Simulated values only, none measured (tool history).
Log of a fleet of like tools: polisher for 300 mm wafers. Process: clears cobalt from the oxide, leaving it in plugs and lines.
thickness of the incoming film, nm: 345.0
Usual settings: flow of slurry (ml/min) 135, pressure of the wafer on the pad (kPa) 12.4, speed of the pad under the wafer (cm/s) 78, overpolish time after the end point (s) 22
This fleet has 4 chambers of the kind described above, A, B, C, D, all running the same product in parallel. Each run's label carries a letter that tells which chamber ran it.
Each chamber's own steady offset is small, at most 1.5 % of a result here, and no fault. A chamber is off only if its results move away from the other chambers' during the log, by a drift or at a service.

run,day,flow of slurry (ml/min),pressure of the wafer on the pad (kPa),speed of the pad under the wafer (cm/s),overpolish time after the end point (s),time until the end point was called (s),dishing of a wide line in a test structure (Å)
1D,0.412,135,12.4,78,22,96.979,502.71
2B,0.779,135,12.4,78,22,98.795,492.42
3A,1.008,135,12.4,78,22,98.222,484.69
# day 1.158: chamber A: worn pad replaced by a new one
4C,1.396,135,12.4,78,22,101.670,493.31
5C,1.738,135,12.4,78,22,99.532,485.52
# day 1.812: chamber C: slurry nozzle cleaned
6D,2.104,135,12.4,78,22,96.551,499.00
# day 2.254: chamber B: worn pad replaced by a new one
# day 2.304: chamber A: head pressure recalibrated
7A,2.308,135,12.4,78,22,98.714,477.53
8B,2.625,135,12.4,78,22,98.534,500.34
# day 2.696: chamber B: head pressure recalibrated
9C,3.000,135,12.4,78,22,100.640,519.31
10B,3.421,135,12.4,78,22,109.460,471.79
# day 3.762: chamber D: worn pad replaced by a new one
11A,3.867,135,12.4,78,22,99.772,485.00
12D,4.192,135,12.4,78,22,96.761,499.47
# day 4.196: chamber C: worn pad replaced by a new one
# day 4.379: chamber A: worn pad replaced by a new one
13A,4.538,135,12.4,78,22,95.512,472.66
14D,4.858,135,12.4,78,22,97.115,499.13
15B,5.158,135,12.4,78,22,112.050,486.00
16C,5.483,135,12.4,78,22,101.040,483.09
17A,5.925,135,12.4,78,22,98.710,483.70
18C,6.138,135,9.0,78,17,137.690,338.41
19D,6.412,135,9.0,78,17,137.680,329.83
20B,6.729,135,9.0,78,17,152.350,299.08
21B,7.150,135,9.0,78,17,150.050,314.10
22A,7.571,135,12.4,78,22,101.190,480.23
23D,7.833,135,12.4,78,22,98.585,500.72
24C,8.221,135,12.4,78,22,102.700,486.30

All chambers now run identical settings, listed one chamber a line with results as question marks. What results will each chamber show?
25A,8.550,135,12.4,78,22,?,?
25B,8.550,135,12.4,78,22,?,?
25C,8.550,135,12.4,78,22,?,?
25D,8.550,135,12.4,78,22,?,?

run,time until the end point was called (s),dishing of a wide line in a test structure (Å)
25A,99.606,479.93
25B,109.480,461.44
25C,100.900,502.50
25D,97.693,491.69

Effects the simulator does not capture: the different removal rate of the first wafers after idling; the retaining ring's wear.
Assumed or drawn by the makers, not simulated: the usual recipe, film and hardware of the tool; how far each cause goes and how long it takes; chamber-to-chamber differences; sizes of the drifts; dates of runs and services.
